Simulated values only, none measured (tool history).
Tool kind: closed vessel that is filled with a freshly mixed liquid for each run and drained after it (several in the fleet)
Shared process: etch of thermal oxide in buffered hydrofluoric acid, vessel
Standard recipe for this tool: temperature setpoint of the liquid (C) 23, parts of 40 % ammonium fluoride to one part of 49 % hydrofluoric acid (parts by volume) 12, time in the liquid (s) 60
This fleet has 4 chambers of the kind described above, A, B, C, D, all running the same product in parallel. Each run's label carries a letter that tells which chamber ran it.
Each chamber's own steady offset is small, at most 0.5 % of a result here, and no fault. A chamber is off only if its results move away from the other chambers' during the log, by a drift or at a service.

| run | hour | temperature setpoint of the liquid (C) | parts of 40 % ammonium fluoride to one part of 49 % hydrofluoric acid (parts by volume) | time in the liquid (s) | read-back film thickness of the thermal oxide reference wafer, read on the same gauge (nm) | thickness taken off the thermal oxide on a monitor wafer (angstrom) |
|---|---|---|---|---|---|---|
| 1D | 7.3 | 23 | 12 | 60 | 50.013 | 570.2 |
| 2B | 13.9 | 23 | 12 | 60 | 49.969 | 573.83 |
| 3A | 24.2 | 23 | 12 | 60 | 49.99 | 578.73 |
| 4C | 31 | 23 | 12 | 60 | 50.006 | 560.87 |
| 5C | 41.9 | 23 | 14.5 | 40 | 49.994 | 315.79 |
| 6D | 47.8 | 23 | 14.5 | 40 | 50.001 | 316.29 |
| 7B | 54.5 | 23 | 14.5 | 40 | 50.017 | 318.81 |
| 8A | 66.9 | 23 | 14.5 | 40 | 50 | 318.78 |
| 9D | 77.6 | 23 | 12 | 60 | 50.028 | 567.42 |
| 10A | 85.6 | 23 | 12 | 60 | 49.977 | 578.69 |
| 11B | 91.9 | 23 | 12 | 60 | 50.023 | 575.11 |
| 12C | 104.1 | 23 | 12 | 60 | 50.006 | 576.32 |
| 13D | 111.9 | 23 | 12 | 60 | 50.021 | 573.46 |
|  | 114.4 | chamber D: hydrofluoric acid flow meter replaced |
| 14C | 122.7 | 23 | 12 | 60 | 49.974 | 572.82 |
|  | 126.9 | chamber C: thermometer replaced |
| 15A | 132.8 | 23 | 12 | 60 | 50.02 | 588.85 |
| 16B | 143.4 | 23 | 12 | 60 | 49.998 | 571.06 |
| 17B | 153.2 | 23 | 12 | 60 | 50.013 | 571.05 |
| 18C | 165.3 | 23 | 14 | 85 | 49.997 | 698.13 |
| 19A | 173 | 23 | 14 | 85 | 49.998 | 690.58 |
| 20D | 180.6 | 23 | 14 | 85 | 50.02 | 701.51 |
| 21B | 189.6 | 23 | 14 | 85 | 50.01 | 701.74 |
| 22D | 196.1 | 23 | 12 | 80 | 49.987 | 766.71 |
| 23C | 207 | 23 | 12 | 80 | 49.994 | 756.84 |
| 24A | 215.1 | 23 | 12 | 80 | 49.983 | 763.84 |
| 25D | 221.4 | 23 | 12 | 80 | 49.996 | 761.31 |
| 26C | 231 | 23 | 12 | 60 | 50.006 | 567.87 |

One chamber off, gauge drift, or nothing amiss beyond the chambers' own small offsets? If it is a chamber, which one, and what is the likeliest cause?

No chamber is off and the gauge is stable; the differences are just each chamber's small, constant offset.

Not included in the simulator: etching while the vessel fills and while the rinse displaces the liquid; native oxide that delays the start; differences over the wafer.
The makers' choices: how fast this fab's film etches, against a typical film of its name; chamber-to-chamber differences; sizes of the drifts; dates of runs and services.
